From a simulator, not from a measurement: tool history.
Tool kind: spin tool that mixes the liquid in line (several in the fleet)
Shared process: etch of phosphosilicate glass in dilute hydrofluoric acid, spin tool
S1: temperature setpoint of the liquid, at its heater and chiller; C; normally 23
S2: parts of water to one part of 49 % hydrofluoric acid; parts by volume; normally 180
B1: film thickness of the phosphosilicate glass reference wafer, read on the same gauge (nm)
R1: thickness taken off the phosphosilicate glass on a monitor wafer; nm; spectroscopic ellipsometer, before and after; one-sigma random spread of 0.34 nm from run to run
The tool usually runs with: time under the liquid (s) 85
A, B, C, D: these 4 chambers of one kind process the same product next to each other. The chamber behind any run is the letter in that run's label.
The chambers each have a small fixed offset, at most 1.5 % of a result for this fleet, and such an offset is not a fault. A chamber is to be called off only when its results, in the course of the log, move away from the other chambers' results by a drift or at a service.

Run 1D, hour 4.8: usual settings; B1 110.03. Result: R1 53.428 nm.
Run 2C, hour 8.1: usual settings; B1 110.02. Result: R1 53.842 nm.
Run 3B, hour 12.8: usual settings; B1 109.96. Result: R1 53.697 nm.
Run 4A, hour 16.6: usual settings; B1 110.02. Result: R1 54.856 nm.
Run 5A, hour 20.0: usual settings; B1 110.00. Result: R1 54.120 nm.
Run 6B, hour 26.0: usual settings; B1 110.02. Result: R1 53.961 nm.
Run 7D, hour 32.4: usual settings; B1 110.00. Result: R1 53.899 nm.
Run 8C, hour 36.7: usual settings; B1 109.96. Result: R1 53.629 nm.
Run 9C, hour 42.0: usual settings; B1 109.98. Result: R1 54.156 nm.
Run 10A, hour 46.0: usual settings; B1 109.98. Result: R1 54.001 nm.
Run 11B, hour 50.7: usual settings; B1 110.06. Result: R1 53.375 nm.
Run 12D, hour 55.7: usual settings; B1 110.03. Result: R1 53.802 nm.
Run 13A, hour 61.6: usual settings; B1 109.96. Result: R1 54.925 nm.
At hour 65.6: chamber A: hydrofluoric acid flow meter replaced.
Run 14C, hour 65.8: usual settings but S2 155 parts by volume, time under the liquid (s) 115; B1 109.95. Result: R1 86.156 nm.
Run 15D, hour 72.4: usual settings but S2 155 parts by volume, time under the liquid (s) 115; B1 110.00. Result: R1 86.719 nm.
Run 16B, hour 77.8: usual settings but S2 155 parts by volume, time under the liquid (s) 115; B1 109.96. Result: R1 87.117 nm.
Run 17D, hour 82.3: usual settings but S2 155 parts by volume, time under the liquid (s) 115; B1 109.99. Result: R1 86.481 nm.
Run 18A, hour 88.7: usual settings; B1 109.99. Result: R1 54.468 nm.
Run 19C, hour 93.3: usual settings; B1 109.98. Result: R1 51.439 nm.
Run 20B, hour 99.2: usual settings; B1 109.97. Result: R1 54.286 nm.
Run 21A, hour 102.2: usual settings; B1 109.97. Result: R1 54.754 nm.
Run 22C, hour 107.7: usual settings; B1 110.05. Result: R1 51.348 nm.
Run 23B, hour 112.0: usual settings; B1 110.01. Result: R1 54.285 nm.
Run 24D, hour 118.3: usual settings; B1 110.02. Result: R1 53.337 nm.
Run 25C, hour 122.7: usual settings but S2 105 parts by volume; B1 109.96. Result: R1 96.162 nm.
Run 26D, hour 128.3: usual settings but S2 105 parts by volume; B1 110.00. Result: R1 101.020 nm.
Run 27A, hour 132.2: usual settings but S2 105 parts by volume; B1 109.98. Result: R1 100.960 nm.

One chamber off, gauge drift, or nothing amiss beyond the chambers' own small offsets? If it is a chamber, which one, and what is the likeliest cause?

It is chamber C that slowly wanders off from its peers.
Cause: hydrofluoric acid flow below the setpoint (%) = 5.52.
The log may not separate it from: liquid colder than its thermometer reads (K).

Here are 4 candidates for chamber C's next run, each the usual settings with a change, their results left as question marks. Which one brings its results back in line with what the others give on the usual settings?
A result is in line if it is within this distance of the other chambers' mean on the usual settings: R1 1.200 nm
Run 28C-1, hour 136.9: usual settings but S1 22.5 C, S2 200 parts by volume. Result: R1 ?.
Run 28C-2, hour 136.9: usual settings but S1 21.0 C. Result: R1 ?.
Run 28C-3, hour 136.9: usual settings but S2 160 parts by volume. Result: R1 ?.
Run 28C-4, hour 136.9: usual settings but S1 25.0 C. Result: R1 ?.

Usual-settings mean across the other chambers: R1 53.997 nm
  run      R1
28C-1  43.342
28C-2  46.584
28C-3  57.862
28C-4  54.016
Change 28C-4 lands the chamber within the allowed miss of the other chambers.
